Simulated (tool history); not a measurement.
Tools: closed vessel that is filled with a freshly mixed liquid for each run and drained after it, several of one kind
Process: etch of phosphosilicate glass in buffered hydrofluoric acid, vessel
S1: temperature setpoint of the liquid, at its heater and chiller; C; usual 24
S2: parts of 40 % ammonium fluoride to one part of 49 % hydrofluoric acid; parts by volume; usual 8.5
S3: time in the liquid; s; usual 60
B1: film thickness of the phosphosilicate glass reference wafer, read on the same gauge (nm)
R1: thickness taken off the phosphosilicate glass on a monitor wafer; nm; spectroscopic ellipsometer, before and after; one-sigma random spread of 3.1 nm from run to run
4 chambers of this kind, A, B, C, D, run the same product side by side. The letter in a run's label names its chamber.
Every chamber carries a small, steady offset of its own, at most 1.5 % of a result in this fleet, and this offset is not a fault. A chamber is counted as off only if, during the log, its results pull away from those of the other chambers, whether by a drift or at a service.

run   hour    S1   S2  S3      B1      R1
 1A   14.9    24  8.5  60  100.01  459.42
 2D   23.2    24  8.5  60     100  457.72
 3C   31.4    24  8.5  60  100.03  452.46
 4B     42    24  8.5  60     100   452.4
 5A   56.2    20  8.5  60  99.975  369.02
 6B   65.5    20  8.5  60  99.983  362.73
 7D   74.8    20  8.5  60  99.983  366.03
 8C   87.9    20  8.5  60  99.979  368.62
 9A  101.1    24  8.5  60  100.01  466.17
10C  111.5    24  8.5  60   99.98  458.42
11B  122.9    24  8.5  60  100.01  453.25
12D  130.5    24  8.5  60  99.984  454.92
13D    139    24  8.5  60  99.985  454.92
14B  147.3    24  8.5  60  100.03  453.53
15A  161.7    24  8.5  60  99.999  472.95
16C  168.7    21    6  60  99.976  543.97
17D  184.2    21    6  60  99.967  543.58
18A    192    21    6  60  99.971  570.79
19C  199.9    21    6  60     100  543.36
20B  208.2    24  8.5  60  99.998  447.81
21B  223.1    24  8.5  60  99.982  453.81
22C  231.3    24  8.5  60  100.01  457.71
23D  239.7    24  8.5  60  100.04  454.19
24A  249.5    24  8.5  60  100.03   478.2
25A  264.9    28    7  60  100.02  744.02
26D  272.1    28    7  60  100.02  697.11
27B  279.4    28    7  60  99.959  696.89
28C  288.5    28    7  60  100.01   703.7
29A  296.1    27  8.5  80  99.991  765.83
30B  310.9    27  8.5  80  100.02  702.89
31D  322.5    27  8.5  80  99.995  710.15
32C  329.6    27  8.5  80  100.01  714.17
33C  343.6  19.5  8.5  90  99.998  534.45
34B  354.2  19.5  8.5  90  100.02  527.92
35D  361.6  19.5  8.5  90  100.02  532.57
36A  372.6  19.5  8.5  90  99.979  584.82
37A  381.3    24  8.5  60  100.01   503.3
38B  393.9    24  8.5  60     100  456.78
39D  407.4    24  8.5  60  100.01  453.66
40C  421.5    24  8.5  60  99.996  452.36

All chambers now run identical settings, listed one chamber a line with results as question marks. What results will each chamber show?
41A  432.7  24   6  60       ?
41B  432.7  24   6  60       ?
41C  432.7  24   6  60       ?
41D  432.7  24   6  60       ?

run      R1
41A  710.52
41B  636.44
41C  648.44
41D   635.1
